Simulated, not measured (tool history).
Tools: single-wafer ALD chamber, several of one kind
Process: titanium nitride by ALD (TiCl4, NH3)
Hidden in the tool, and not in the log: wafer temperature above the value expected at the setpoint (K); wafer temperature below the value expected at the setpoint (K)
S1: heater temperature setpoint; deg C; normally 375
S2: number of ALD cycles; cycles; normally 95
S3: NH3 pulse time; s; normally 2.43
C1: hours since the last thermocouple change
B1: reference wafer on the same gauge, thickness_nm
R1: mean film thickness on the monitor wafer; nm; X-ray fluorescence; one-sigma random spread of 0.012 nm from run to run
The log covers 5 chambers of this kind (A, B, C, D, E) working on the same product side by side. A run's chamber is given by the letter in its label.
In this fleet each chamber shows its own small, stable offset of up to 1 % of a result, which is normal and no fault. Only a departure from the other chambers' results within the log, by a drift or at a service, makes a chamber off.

| run | hour | S1 | S2 | S3 | C1 | B1 | R1 |
|---|---|---|---|---|---|---|---|
| 1B | 8.6 | 375 | 95 | 2.43 | 748.4 | 2.1402 | 2.0599 |
| 2C | 21.6 | 375 | 95 | 2.43 | 712 | 2.1409 | 2.0876 |
| 3D | 28.5 | 375 | 95 | 2.43 | 947 | 2.14 | 2.0967 |
| 4E | 38 | 375 | 95 | 2.43 | 456.9 | 2.1388 | 2.0752 |
| 5A | 47.1 | 375 | 95 | 2.43 | 676.1 | 2.1406 | 2.1021 |
| 6B | 53.3 | 384 | 95 | 1.8 | 793.1 | 2.1388 | 2.0227 |
| 7C | 59.6 | 384 | 95 | 1.8 | 750 | 2.1432 | 2.0482 |
| 8A | 71.4 | 384 | 95 | 1.8 | 700.4 | 2.1423 | 2.0613 |
| 9E | 77.9 | 384 | 95 | 1.8 | 496.8 | 2.1413 | 2.0598 |
| 10D | 87.1 | 384 | 95 | 1.8 | 1005.6 | 2.1375 | 2.057 |
| 11B | 96.5 | 375 | 95 | 2.43 | 836.3 | 2.1421 | 2.065 |
| 12A | 107.3 | 375 | 95 | 2.43 | 736.3 | 2.1434 | 2.0738 |
| 13E | 118.3 | 375 | 95 | 2.43 | 537.2 | 2.1386 | 2.0659 |
| 14D | 128.2 | 375 | 95 | 2.43 | 1046.7 | 2.1428 | 2.059 |
| 15C | 134.5 | 375 | 95 | 2.43 | 824.9 | 2.1356 | 2.0588 |
| 16C | 141 | 375 | 95 | 2.43 | 831.4 | 2.139 | 2.0592 |
| 17E | 147.1 | 375 | 109 | 2.98 | 566 | 2.1397 | 2.4156 |
| 18A | 153.8 | 375 | 109 | 2.98 | 782.8 | 2.138 | 2.4171 |
| 19D | 165.6 | 375 | 109 | 2.98 | 1084.1 | 2.1366 | 2.4249 |
| 20B | 177.2 | 375 | 109 | 2.98 | 917 | 2.1426 | 2.3926 |
| 21A | 190.4 | 375 | 109 | 2.98 | 819.4 | 2.139 | 2.4088 |
| 22E | 203.5 | 375 | 95 | 2.43 | 622.4 | 2.1365 | 2.0687 |
| 23D | 215.7 | 375 | 102 | 2.1 | 1134.2 | 2.1412 | 2.1714 |
| 24B | 226.3 | 375 | 102 | 2.1 | 966.1 | 2.1419 | 2.1852 |
| 25C | 232.8 | 375 | 102 | 2.1 | 923.2 | 2.1386 | 2.1944 |
| 26A | 241 | 375 | 102 | 2.1 | 870 | 2.1425 | 2.1976 |
| 27C | 252.9 | 375 | 102 | 2.1 | 943.3 | 2.142 | 2.2019 |
| 28E | 260 | 367 | 95 | 1.81 | 678.9 | 2.1439 | 2.0148 |
| 29D | 266.9 | 367 | 95 | 1.81 | 1185.4 | 2.1403 | 2.0065 |
|  | 275.3 | chamber D: thermocouple changed; heater temperature recalibrated |
| 30B | 278.8 | 367 | 95 | 1.81 | 1018.6 | 2.1401 | 2.0165 |
| 31E | 288.7 | 367 | 95 | 1.81 | 707.6 | 2.1389 | 2.0285 |
| 32A | 296.7 | 367 | 95 | 1.81 | 925.7 | 2.1421 | 2.0067 |
| 33B | 307.7 | 375 | 95 | 1.6 | 1047.5 | 2.137 | 1.9862 |
| 34C | 314.1 | 375 | 95 | 1.6 | 1004.5 | 2.139 | 2.0351 |
| 35D | 319.9 | 375 | 95 | 1.6 | 44.7 | 2.139 | 2.033 |

Next, every chamber runs the same settings. What will each give?
| 36A | 329.6 | 375 | 95 | 2.43 |  |  | ? |
| 36B | 329.6 | 375 | 95 | 2.43 |  |  | ? |
| 36C | 329.6 | 375 | 95 | 2.43 |  |  | ? |
| 36D | 329.6 | 375 | 95 | 2.43 |  |  | ? |
| 36E | 329.6 | 375 | 95 | 2.43 |  |  | ? |

| run | R1 |
|---|---|
| 36A | 2.0804 |
| 36B | 2.0549 |
| 36C | 2.0751 |
| 36D | 2.1051 |
| 36E | 2.0979 |

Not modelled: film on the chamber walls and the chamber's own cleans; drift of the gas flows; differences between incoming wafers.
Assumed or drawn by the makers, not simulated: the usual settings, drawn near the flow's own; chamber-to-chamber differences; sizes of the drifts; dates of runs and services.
